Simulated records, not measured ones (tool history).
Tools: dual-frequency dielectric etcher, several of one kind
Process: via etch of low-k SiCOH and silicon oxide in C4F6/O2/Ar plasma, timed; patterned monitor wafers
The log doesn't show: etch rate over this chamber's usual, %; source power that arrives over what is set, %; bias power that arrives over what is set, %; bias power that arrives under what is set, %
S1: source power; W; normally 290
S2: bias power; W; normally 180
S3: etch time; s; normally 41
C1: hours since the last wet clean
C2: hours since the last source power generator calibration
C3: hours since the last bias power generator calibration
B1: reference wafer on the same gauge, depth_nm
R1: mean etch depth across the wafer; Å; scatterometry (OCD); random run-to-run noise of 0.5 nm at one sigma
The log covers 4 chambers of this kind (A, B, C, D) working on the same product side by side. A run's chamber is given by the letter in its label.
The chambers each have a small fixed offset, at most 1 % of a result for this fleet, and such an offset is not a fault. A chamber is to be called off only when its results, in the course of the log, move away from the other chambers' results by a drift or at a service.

{"run": "1D", "hour": 7.4, "S1": 290, "S2": 180, "S3": 41, "C1": 309.8, "C2": 674.8, "C3": 1537.6, "B1": 108.85, "R1": 932.87}
{"run": "2A", "hour": 17.1, "S1": 290, "S2": 180, "S3": 41, "C1": 420.8, "C2": 2439.1, "C3": 3089.4, "B1": 108.69, "R1": 944.53}
{"run": "3B", "hour": 29.1, "S1": 290, "S2": 180, "S3": 41, "C1": 299.2, "C2": 956.1, "C3": 808.3, "B1": 108.62, "R1": 938.55}
{"run": "4C", "hour": 41.2, "S1": 290, "S2": 180, "S3": 41, "C1": 226.0, "C2": 1208.8, "C3": 519.6, "B1": 108.76, "R1": 949.53}
{"run": "5B", "hour": 53.7, "S1": 290, "S2": 180, "S3": 50, "C1": 323.8, "C2": 980.7, "C3": 832.9, "B1": 108.55, "R1": 1148.4}
{"run": "6A", "hour": 65.4, "S1": 290, "S2": 180, "S3": 50, "C1": 469.1, "C2": 2487.4, "C3": 3137.7, "B1": 108.55, "R1": 1144.6}
{"run": "7D", "hour": 71.9, "S1": 290, "S2": 180, "S3": 50, "C1": 374.3, "C2": 739.3, "C3": 1602.1, "B1": 108.55, "R1": 1145.5}
{"run": "8C", "hour": 79.4, "S1": 290, "S2": 180, "S3": 50, "C1": 264.2, "C2": 1247.0, "C3": 557.8, "B1": 108.66, "R1": 1161.2}
{"run": "9D", "hour": 90.9, "S1": 290, "S2": 180, "S3": 41, "C1": 393.3, "C2": 758.3, "C3": 1621.1, "B1": 108.66, "R1": 946.71}
{"hour": 94.5, "done": "chamber B: wet clean of the chamber"}
{"run": "10A", "hour": 101.7, "S1": 290, "S2": 180, "S3": 41, "C1": 505.4, "C2": 2523.7, "C3": 3174.0, "B1": 108.66, "R1": 933.4}
{"run": "11C", "hour": 107.8, "S1": 250, "S2": 161, "S3": 41, "C1": 292.6, "C2": 1275.4, "C3": 586.2, "B1": 108.7, "R1": 858.33}
{"run": "12B", "hour": 119.4, "S1": 250, "S2": 161, "S3": 41, "C1": 25.0, "C2": 1046.4, "C3": 898.6, "B1": 108.78, "R1": 855.05}
{"run": "13C", "hour": 129.9, "S1": 250, "S2": 161, "S3": 41, "C1": 314.7, "C2": 1297.5, "C3": 608.3, "B1": 108.69, "R1": 863.51}
{"run": "14D", "hour": 137.3, "S1": 250, "S2": 161, "S3": 41, "C1": 439.7, "C2": 804.7, "C3": 1667.5, "B1": 108.66, "R1": 857.29}
{"run": "15B", "hour": 144.0, "S1": 290, "S2": 180, "S3": 41, "C1": 49.6, "C2": 1071.0, "C3": 923.2, "B1": 108.66, "R1": 939.24}
{"run": "16A", "hour": 155.5, "S1": 290, "S2": 180, "S3": 41, "C1": 559.2, "C2": 2577.5, "C3": 3227.8, "B1": 108.63, "R1": 936.4}
{"hour": 164.3, "done": "chamber C: wet clean of the chamber"}
{"run": "17B", "hour": 166.6, "S1": 290, "S2": 180, "S3": 41, "C1": 72.2, "C2": 1093.6, "C3": 945.8, "B1": 108.5, "R1": 947.39}
{"run": "18D", "hour": 173.5, "S1": 290, "S2": 180, "S3": 41, "C1": 475.9, "C2": 840.9, "C3": 1703.7, "B1": 108.75, "R1": 952.7}
{"run": "19A", "hour": 180.6, "S1": 290, "S2": 180, "S3": 41, "C1": 584.3, "C2": 2602.6, "C3": 3252.9, "B1": 108.68, "R1": 942.08}
{"run": "20C", "hour": 190.9, "S1": 290, "S2": 180, "S3": 41, "C1": 26.6, "C2": 1358.5, "C3": 669.3, "B1": 108.66, "R1": 952.59}
{"run": "21C", "hour": 200.1, "S1": 290, "S2": 209, "S3": 41, "C1": 35.8, "C2": 1367.7, "C3": 678.5, "B1": 108.63, "R1": 988.85}
{"run": "22A", "hour": 208.7, "S1": 290, "S2": 209, "S3": 41, "C1": 612.4, "C2": 2630.7, "C3": 3281.0, "B1": 108.72, "R1": 979.43}
{"hour": 212.5, "done": "chamber A: wet clean of the chamber"}
{"run": "23B", "hour": 220.5, "S1": 290, "S2": 209, "S3": 41, "C1": 126.1, "C2": 1147.5, "C3": 999.7, "B1": 108.66, "R1": 982.65}
{"run": "24D", "hour": 226.6, "S1": 290, "S2": 209, "S3": 41, "C1": 529.0, "C2": 894.0, "C3": 1756.8, "B1": 108.77, "R1": 992.8}
{"run": "25C", "hour": 232.7, "S1": 290, "S2": 180, "S3": 41, "C1": 68.4, "C2": 1400.3, "C3": 711.1, "B1": 108.47, "R1": 946.41}
{"run": "26D", "hour": 240.9, "S1": 290, "S2": 180, "S3": 41, "C1": 543.3, "C2": 908.3, "C3": 1771.1, "B1": 108.67, "R1": 940.15}
{"run": "27B", "hour": 249.7, "S1": 290, "S2": 180, "S3": 41, "C1": 155.3, "C2": 1176.7, "C3": 1028.9, "B1": 108.81, "R1": 947.43}
{"run": "28A", "hour": 259.9, "S1": 290, "S2": 180, "S3": 41, "C1": 47.5, "C2": 2681.9, "C3": 3332.2, "B1": 108.77, "R1": 938.7}
{"run": "29B", "hour": 269.1, "S1": 290, "S2": 180, "S3": 41, "C1": 174.7, "C2": 1196.1, "C3": 1048.3, "B1": 108.75, "R1": 938.47}
{"run": "30C", "hour": 282.4, "S1": 290, "S2": 180, "S3": 35, "C1": 118.1, "C2": 1450.0, "C3": 760.8, "B1": 108.64, "R1": 809.54}
{"run": "31D", "hour": 292.8, "S1": 290, "S2": 180, "S3": 35, "C1": 595.2, "C2": 960.2, "C3": 1823.0, "B1": 108.7, "R1": 799.77}
{"run": "32A", "hour": 305.0, "S1": 290, "S2": 180, "S3": 35, "C1": 92.6, "C2": 2727.0, "C3": 3377.3, "B1": 108.75, "R1": 790.05}
{"run": "33A", "hour": 314.7, "S1": 290, "S2": 180, "S3": 35, "C1": 102.3, "C2": 2736.7, "C3": 3387.0, "B1": 108.7, "R1": 800.21}
{"hour": 315.5, "done": "chamber D: wet clean of the chamber"}
{"run": "34D", "hour": 321.4, "S1": 290, "S2": 180, "S3": 41, "C1": 5.9, "C2": 988.8, "C3": 1851.6, "B1": 108.74, "R1": 935.08}
{"run": "35B", "hour": 329.2, "S1": 290, "S2": 180, "S3": 41, "C1": 234.8, "C2": 1256.2, "C3": 1108.4, "B1": 108.61, "R1": 943.63}
{"hour": 338.6, "done": "chamber A: bias power generator calibrated"}
{"run": "36C", "hour": 342.0, "S1": 290, "S2": 180, "S3": 41, "C1": 177.7, "C2": 1509.6, "C3": 820.4, "B1": 108.67, "R1": 945.58}
{"run": "37B", "hour": 355.7, "S1": 290, "S2": 144, "S3": 49, "C1": 261.3, "C2": 1282.7, "C3": 1134.9, "B1": 108.74, "R1": 1054.5}
{"hour": 358.8, "done": "chamber D: bias power generator calibrated"}
{"run": "38A", "hour": 367.1, "S1": 290, "S2": 144, "S3": 49, "C1": 154.7, "C2": 2789.1, "C3": 28.6, "B1": 108.72, "R1": 1036.9}
{"run": "39D", "hour": 377.3, "S1": 290, "S2": 144, "S3": 49, "C1": 61.8, "C2": 1044.7, "C3": 18.6, "B1": 108.64, "R1": 1042.6}
{"run": "40C", "hour": 385.0, "S1": 290, "S2": 144, "S3": 49, "C1": 220.7, "C2": 1552.6, "C3": 863.4, "B1": 108.64, "R1": 1054.7}

Decide between three cases: one chamber stands off from its peers, the gauge reading all wafers drifts, or nothing is wrong past each chamber's small offset. Where a chamber is off, say which and what most likely put it there.

Neither any chamber nor the gauge drifts; the chambers differ only by their own small, steady offsets.

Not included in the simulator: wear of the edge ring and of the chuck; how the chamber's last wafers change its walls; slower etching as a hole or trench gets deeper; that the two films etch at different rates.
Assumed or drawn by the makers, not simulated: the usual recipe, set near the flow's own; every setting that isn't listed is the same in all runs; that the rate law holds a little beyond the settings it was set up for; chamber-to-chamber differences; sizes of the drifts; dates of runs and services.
